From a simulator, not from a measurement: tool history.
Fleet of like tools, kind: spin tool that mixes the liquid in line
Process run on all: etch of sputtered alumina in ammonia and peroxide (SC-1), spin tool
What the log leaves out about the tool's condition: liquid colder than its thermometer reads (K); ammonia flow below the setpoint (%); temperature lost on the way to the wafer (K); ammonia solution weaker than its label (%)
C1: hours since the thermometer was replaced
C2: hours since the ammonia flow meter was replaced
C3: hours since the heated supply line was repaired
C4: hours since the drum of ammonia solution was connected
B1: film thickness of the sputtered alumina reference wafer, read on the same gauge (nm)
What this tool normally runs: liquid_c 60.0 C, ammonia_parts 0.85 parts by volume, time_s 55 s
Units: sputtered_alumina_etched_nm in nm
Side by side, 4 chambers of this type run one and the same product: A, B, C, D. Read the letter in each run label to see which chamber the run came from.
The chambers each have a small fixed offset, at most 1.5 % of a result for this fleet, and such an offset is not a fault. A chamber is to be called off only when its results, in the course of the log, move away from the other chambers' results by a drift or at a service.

{"run": "1A", "hour": 7.3, "liquid_c": 60.0, "ammonia_parts": 0.85, "time_s": 55, "C1": 1049.7, "C2": 1104.2, "C3": 896.4, "C4": 528.7, "B1": 140.01, "sputtered_alumina_etched_nm": 5.0371}
{"run": "2D", "hour": 15.8, "liquid_c": 60.0, "ammonia_parts": 0.85, "time_s": 55, "C1": 342.0, "C2": 1699.7, "C3": 371.0, "C4": 525.7, "B1": 140.0, "sputtered_alumina_etched_nm": 4.9861}
{"run": "3C", "hour": 24.0, "liquid_c": 60.0, "ammonia_parts": 0.85, "time_s": 55, "C1": 708.8, "C2": 291.1, "C3": 154.4, "C4": 364.1, "B1": 140.0, "sputtered_alumina_etched_nm": 5.0403}
{"run": "4B", "hour": 34.3, "liquid_c": 60.0, "ammonia_parts": 0.85, "time_s": 55, "C1": 1057.1, "C2": 57.1, "C3": 1155.5, "C4": 414.5, "B1": 140.0, "sputtered_alumina_etched_nm": 4.9869}
{"run": "5B", "hour": 41.6, "liquid_c": 60.0, "ammonia_parts": 0.85, "time_s": 55, "C1": 1064.4, "C2": 64.4, "C3": 1162.8, "C4": 421.8, "B1": 139.99, "sputtered_alumina_etched_nm": 4.9247}
{"run": "6A", "hour": 52.9, "liquid_c": 60.0, "ammonia_parts": 0.85, "time_s": 55, "C1": 1095.3, "C2": 1149.8, "C3": 942.0, "C4": 574.3, "B1": 139.98, "sputtered_alumina_etched_nm": 5.0595}
{"hour": 59.4, "done": "chamber B: thermometer replaced"}
{"run": "7D", "hour": 60.7, "liquid_c": 60.0, "ammonia_parts": 0.85, "time_s": 55, "C1": 386.9, "C2": 1744.6, "C3": 415.9, "C4": 570.6, "B1": 140.02, "sputtered_alumina_etched_nm": 5.0469}
{"run": "8C", "hour": 74.2, "liquid_c": 60.0, "ammonia_parts": 0.85, "time_s": 55, "C1": 759.0, "C2": 341.3, "C3": 204.6, "C4": 414.3, "B1": 139.99, "sputtered_alumina_etched_nm": 4.9968}
{"run": "9C", "hour": 87.0, "liquid_c": 60.0, "ammonia_parts": 0.85, "time_s": 55, "C1": 771.8, "C2": 354.1, "C3": 217.4, "C4": 427.1, "B1": 140.01, "sputtered_alumina_etched_nm": 5.0593}
{"run": "10D", "hour": 95.9, "liquid_c": 60.0, "ammonia_parts": 0.85, "time_s": 55, "C1": 422.1, "C2": 1779.8, "C3": 451.1, "C4": 605.8, "B1": 140.02, "sputtered_alumina_etched_nm": 5.068}
{"run": "11A", "hour": 107.4, "liquid_c": 60.0, "ammonia_parts": 0.85, "time_s": 55, "C1": 1149.8, "C2": 1204.3, "C3": 996.5, "C4": 628.8, "B1": 140.02, "sputtered_alumina_etched_nm": 4.9917}
{"run": "12B", "hour": 123.3, "liquid_c": 60.0, "ammonia_parts": 0.85, "time_s": 55, "C1": 64.0, "C2": 146.1, "C3": 1244.5, "C4": 503.5, "B1": 140.0, "sputtered_alumina_etched_nm": 4.9866}
{"run": "13C", "hour": 136.2, "liquid_c": 60.0, "ammonia_parts": 0.85, "time_s": 55, "C1": 821.0, "C2": 403.3, "C3": 266.6, "C4": 476.3, "B1": 140.01, "sputtered_alumina_etched_nm": 5.0561}
{"run": "14B", "hour": 149.8, "liquid_c": 60.0, "ammonia_parts": 0.85, "time_s": 55, "C1": 90.5, "C2": 172.6, "C3": 1271.0, "C4": 530.0, "B1": 140.01, "sputtered_alumina_etched_nm": 4.943}
{"run": "15A", "hour": 165.3, "liquid_c": 67.5, "ammonia_parts": 0.85, "time_s": 55, "C1": 1207.7, "C2": 1262.2, "C3": 1054.4, "C4": 686.7, "B1": 140.01, "sputtered_alumina_etched_nm": 7.1905}
{"hour": 169.7, "done": "chamber B: heated supply line repaired"}
{"run": "16D", "hour": 178.4, "liquid_c": 67.5, "ammonia_parts": 0.85, "time_s": 55, "C1": 504.6, "C2": 1862.3, "C3": 533.6, "C4": 688.3, "B1": 139.99, "sputtered_alumina_etched_nm": 7.3467}
{"run": "17B", "hour": 185.7, "liquid_c": 67.5, "ammonia_parts": 0.85, "time_s": 55, "C1": 126.4, "C2": 208.5, "C3": 16.1, "C4": 565.9, "B1": 139.98, "sputtered_alumina_etched_nm": 7.2969}
{"run": "18C", "hour": 193.8, "liquid_c": 67.5, "ammonia_parts": 0.85, "time_s": 55, "C1": 878.6, "C2": 460.9, "C3": 324.2, "C4": 533.9, "B1": 140.0, "sputtered_alumina_etched_nm": 7.3037}
{"run": "19D", "hour": 209.3, "liquid_c": 60.0, "ammonia_parts": 0.85, "time_s": 55, "C1": 535.5, "C2": 1893.2, "C3": 564.5, "C4": 719.2, "B1": 140.01, "sputtered_alumina_etched_nm": 5.0303}
{"hour": 218.2, "done": "chamber D: ammonia flow meter replaced"}
{"run": "20A", "hour": 225.2, "liquid_c": 60.0, "ammonia_parts": 0.85, "time_s": 55, "C1": 1267.6, "C2": 1322.1, "C3": 1114.3, "C4": 746.6, "B1": 139.98, "sputtered_alumina_etched_nm": 4.8919}
{"run": "21D", "hour": 240.6, "liquid_c": 60.0, "ammonia_parts": 0.85, "time_s": 55, "C1": 566.8, "C2": 22.5, "C3": 595.8, "C4": 750.5, "B1": 140.02, "sputtered_alumina_etched_nm": 5.0308}
{"run": "22B", "hour": 248.4, "liquid_c": 60.0, "ammonia_parts": 0.85, "time_s": 55, "C1": 189.1, "C2": 271.2, "C3": 78.8, "C4": 628.6, "B1": 139.96, "sputtered_alumina_etched_nm": 4.9564}
{"run": "23C", "hour": 255.8, "liquid_c": 65.0, "ammonia_parts": 0.85, "time_s": 85, "C1": 940.6, "C2": 522.9, "C3": 386.2, "C4": 595.9, "B1": 140.02, "sputtered_alumina_etched_nm": 10.069}
{"run": "24A", "hour": 270.0, "liquid_c": 65.0, "ammonia_parts": 0.85, "time_s": 85, "C1": 1312.4, "C2": 1366.9, "C3": 1159.1, "C4": 791.4, "B1": 140.01, "sputtered_alumina_etched_nm": 9.6818}
{"run": "25A", "hour": 280.6, "liquid_c": 65.0, "ammonia_parts": 0.85, "time_s": 85, "C1": 1323.0, "C2": 1377.5, "C3": 1169.7, "C4": 802.0, "B1": 139.97, "sputtered_alumina_etched_nm": 9.6711}
{"hour": 286.0, "done": "chamber B: new drum of ammonia solution connected"}
{"run": "26D", "hour": 291.8, "liquid_c": 65.0, "ammonia_parts": 0.85, "time_s": 85, "C1": 618.0, "C2": 73.7, "C3": 647.0, "C4": 801.7, "B1": 140.0, "sputtered_alumina_etched_nm": 10.055}
{"run": "27B", "hour": 302.2, "liquid_c": 60.0, "ammonia_parts": 0.85, "time_s": 55, "C1": 242.9, "C2": 325.0, "C3": 132.6, "C4": 16.3, "B1": 139.97, "sputtered_alumina_etched_nm": 4.967}

One chamber off, gauge drift, or nothing amiss beyond the chambers' own small offsets? If it is a chamber, which one, and what is the likeliest cause?

One chamber, A, drifts off from the rest bit by bit.
Cause: temperature lost on the way to the wafer (K) = 1.04.
Not necessarily distinguishable in this log from: liquid colder than its thermometer reads (K).

Which of the 4 candidates below, each the usual settings with something changed and its results left as question marks, puts chamber A back in line with what the other chambers give on the usual settings?
Allowed miss from the other chambers' usual-settings mean, per result, to count as in line: sputtered_alumina_etched_nm 0.1000 nm
{"run": "28A-1", "hour": 313.6, "liquid_c": 61.0, "ammonia_parts": 0.85, "time_s": 55, "sputtered_alumina_etched_nm": "?"}
{"run": "28A-2", "hour": 313.6, "liquid_c": 60.0, "ammonia_parts": 0.85, "time_s": 60, "sputtered_alumina_etched_nm": "?"}
{"run": "28A-3", "hour": 313.6, "liquid_c": 59.0, "ammonia_parts": 0.85, "time_s": 55, "sputtered_alumina_etched_nm": "?"}
{"run": "28A-4", "hour": 313.6, "liquid_c": 60.0, "ammonia_parts": 0.85, "time_s": 50, "sputtered_alumina_etched_nm": "?"}

Average result of the remaining chambers running the usual settings: sputtered_alumina_etched_nm 5.0231 nm
run=28A-1 sputtered_alumina_etched_nm=5.0650
run=28A-2 sputtered_alumina_etched_nm=5.2425
run=28A-3 sputtered_alumina_etched_nm=4.5602
run=28A-4 sputtered_alumina_etched_nm=4.3687
The right change is 28A-1: it brings the chamber back within the allowed miss of the others.
